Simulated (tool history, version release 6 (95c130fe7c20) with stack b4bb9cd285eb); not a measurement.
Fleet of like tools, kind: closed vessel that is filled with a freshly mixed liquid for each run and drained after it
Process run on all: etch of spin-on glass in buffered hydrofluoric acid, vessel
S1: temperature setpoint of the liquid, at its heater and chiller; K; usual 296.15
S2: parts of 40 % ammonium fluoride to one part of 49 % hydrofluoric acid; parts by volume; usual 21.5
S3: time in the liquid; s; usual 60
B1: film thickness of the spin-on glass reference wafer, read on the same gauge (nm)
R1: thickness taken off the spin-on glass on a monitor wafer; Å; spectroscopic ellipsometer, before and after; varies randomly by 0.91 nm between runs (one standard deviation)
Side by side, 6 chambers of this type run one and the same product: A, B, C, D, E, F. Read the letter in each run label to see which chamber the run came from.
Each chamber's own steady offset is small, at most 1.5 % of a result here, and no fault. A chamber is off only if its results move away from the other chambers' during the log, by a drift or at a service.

run,hour,S1,S2,S3,B1,R1
1D,12.4,296.15,21.5,60,140.01,938.05
2F,22.3,296.15,21.5,60,140.01,941.87
3E,30.5,296.15,21.5,60,140,949.99
4B,40.4,296.15,21.5,60,139.98,919.88
5C,47.2,291.65,21.5,60,140,726.42
6A,53.3,291.65,21.5,60,140.01,731.8
7F,62,291.65,21.5,60,139.96,725.84
8E,69.7,291.65,21.5,60,140,726.86
9A,81,291.65,21.5,60,139.99,729.39
10B,92.8,291.65,21.5,60,140.01,706.87
11D,101.9,296.15,21.5,60,140.03,920.98
12C,111.5,292.15,16,60,140,993.71
# hour 122.1: chamber E: hydrofluoric acid flow meter replaced
13E,123.4,292.15,16,60,139.99,989.73
14F,133.2,292.15,16,60,139.98,968.16
15B,144.7,292.15,16,60,139.98,971.39
16C,150.7,292.15,16,60,140.01,1005.1
# hour 151.4: chamber A: hydrofluoric acid flow meter replaced
17A,161.8,292.15,16,60,139.98,973.87
18D,171.4,296.15,21.5,60,139.99,914.8
19B,180.8,296.15,21.5,60,139.98,925.33
20F,191.2,296.15,21.5,60,139.98,922.98
21C,197.6,296.15,21.5,60,139.97,958.41
22A,206.1,298.65,17,60,140,1321.3
23D,217.3,298.65,17,60,139.97,1306.7
24E,230.9,298.65,17,60,140.01,1383.6
25E,242.8,298.65,17,60,139.96,1370
26B,253.8,298.65,17,60,139.98,1293.3
27F,266.7,298.65,17,60,140,1292.7
28D,274.1,296.15,21.5,60,140.01,921.33
29C,286.2,298.15,21.5,60,140.02,1044.1
30A,296.4,298.15,21.5,60,139.96,1024
31F,303.5,298.15,21.5,60,140,1038.2
32A,312.1,298.15,21.5,60,140,1038.6
33E,319.3,298.15,21.5,60,140.04,1124.5
34C,328.3,298.15,21.5,60,140.01,1058.6
35D,335.5,296.15,21.5,60,139.99,927.02
36B,345.8,296.15,21.5,60,139.98,920.23
37C,357.6,296.15,21.5,60,139.98,941.08
38D,364.6,296.15,21.5,60,140.02,936.9
39A,373.1,296.15,21.5,60,140.01,918.29
40B,382.9,296.15,21.5,60,139.98,933.13
41F,396.3,296.15,21.5,60,140.02,935.36

All chambers now run identical settings, listed one chamber a line with results as question marks. What results will each chamber show?
42A,406,296.15,21.5,90,,?
42B,406,296.15,21.5,90,,?
42C,406,296.15,21.5,90,,?
42D,406,296.15,21.5,90,,?
42E,406,296.15,21.5,90,,?
42F,406,296.15,21.5,90,,?

run,R1
42A,1408.5
42B,1407.7
42C,1413.2
42D,1393
42E,1581
42F,1383.3
